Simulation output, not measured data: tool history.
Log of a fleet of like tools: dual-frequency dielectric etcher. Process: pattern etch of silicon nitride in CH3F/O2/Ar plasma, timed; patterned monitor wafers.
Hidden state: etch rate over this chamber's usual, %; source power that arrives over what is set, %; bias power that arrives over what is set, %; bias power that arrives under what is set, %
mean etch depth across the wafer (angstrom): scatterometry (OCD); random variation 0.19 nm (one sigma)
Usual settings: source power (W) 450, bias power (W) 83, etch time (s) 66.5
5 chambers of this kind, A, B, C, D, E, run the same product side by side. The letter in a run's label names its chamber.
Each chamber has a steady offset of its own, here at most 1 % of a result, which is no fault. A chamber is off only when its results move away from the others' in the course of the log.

run,hour,source power (W),bias power (W),etch time (s),hours since the last wet clean,hours since the last source power generator calibration,hours since the last bias power generator calibration,"read-back reference wafer on the same gauge, depth_nm",mean etch depth across the wafer (angstrom)
1E,6.6,450,83,66.5,324.9,1305,1094.6,45.183,520.04
2B,12.6,450,83,66.5,282.2,2979.6,2407.5,45.153,511.03
3D,18.2,450,83,66.5,30.3,1021.6,1324.9,45.217,510.41
4C,24.6,450,83,66.5,278.8,3033.9,2659.1,45.161,512.01
5A,33.4,450,83,66.5,574.3,961.9,1002.8,45.196,514.32
6A,41.7,450,64,55.5,582.6,970.2,1011.1,45.204,394.02
# hour 45.9: chamber A: wet clean of the chamber
7D,51,450,64,55.5,63.1,1054.4,1357.7,45.18,392.77
8C,57.5,450,64,55.5,311.7,3066.8,2692,45.163,390.21
9B,64,450,64,55.5,333.6,3031,2458.9,45.188,389.23
10E,68.4,450,64,55.5,386.7,1366.8,1156.4,45.234,394.06
11E,76.9,450,83,66.5,395.2,1375.3,1164.9,45.179,513.64
12D,84.7,450,83,66.5,96.8,1088.1,1391.4,45.214,513.77
13C,93.1,450,83,66.5,347.3,3102.4,2727.6,45.212,512.08
14A,102.2,450,83,66.5,56.3,1030.7,1071.6,45.225,516.24
15B,109.1,450,83,56.5,378.7,3076.1,2504,45.192,441.03
16D,119,450,83,56.5,131.1,1122.4,1425.7,45.174,435.4
17A,124.5,450,83,56.5,78.6,1053,1093.9,45.229,438.5
18B,130.4,450,83,56.5,400,3097.4,2525.3,45.217,443.71
19C,137.6,450,83,56.5,391.8,3146.9,2772.1,45.216,436.01
20E,142.3,450,83,66.5,460.6,1440.7,1230.3,45.209,512.11
21A,150.2,450,83,66.5,104.3,1078.7,1119.6,45.236,518.16
22E,158.2,550,64,66.5,476.5,1456.6,1246.2,45.189,510.12
23C,164.7,550,64,66.5,418.9,3174,2799.2,45.161,507.41
24D,169,550,64,66.5,181.1,1172.4,1475.7,45.224,505.05
25B,178.6,550,64,66.5,448.2,3145.6,2573.5,45.197,524.19
26C,187.3,550,64,66.5,441.5,3196.6,2821.8,45.195,503.8
27A,195.9,450,83,66.5,150,1124.4,1165.3,45.25,515.22
28B,200.5,450,83,66.5,470.1,3167.5,2595.4,45.242,532.41
# hour 207.8: chamber C: wet clean of the chamber
29E,208.3,450,83,66.5,526.6,1506.7,1296.3,45.213,519.26
# hour 213.5: chamber E: wet clean of the chamber
30D,214.6,450,83,66.5,226.7,1218,1521.3,45.224,510.4
31E,221.6,450,83,66.5,8.1,1520,1309.6,45.234,515.65
32C,227.5,450,83,66.5,19.8,3236.8,2862,45.199,510.61
33B,235.2,450,83,55.5,504.8,3202.2,2630.1,45.224,448.82

What goes on in this fleet: one chamber off, a drifting gauge, or nothing beyond the chambers' own small offsets? Name the chamber and the cause, if any.

Chamber B drifts away from the others.
Cause: etch rate over this chamber's usual, % = 5.48.

Here are 4 candidates for chamber B's next run, each the usual settings with a change, their results left as question marks. Which one brings its results back in line with what the others give on the usual settings?
In line means no further than this from the other chambers' mean on the usual settings: mean etch depth across the wafer (angstrom) 6.8
34B-1,242.4,450,81,60.5,,,,,?
34B-2,242.4,450,82,63.5,,,,,?
34B-3,242.4,460,85,72.5,,,,,?
34B-4,242.4,510,83,66.5,,,,,?

The other chambers' mean on the usual settings: mean etch depth across the wafer (angstrom) 514.19
run,mean etch depth across the wafer (angstrom)
34B-1,485.75
34B-2,512.01
34B-3,596.86
34B-4,564.38
34B-2 brings the chamber back in line.

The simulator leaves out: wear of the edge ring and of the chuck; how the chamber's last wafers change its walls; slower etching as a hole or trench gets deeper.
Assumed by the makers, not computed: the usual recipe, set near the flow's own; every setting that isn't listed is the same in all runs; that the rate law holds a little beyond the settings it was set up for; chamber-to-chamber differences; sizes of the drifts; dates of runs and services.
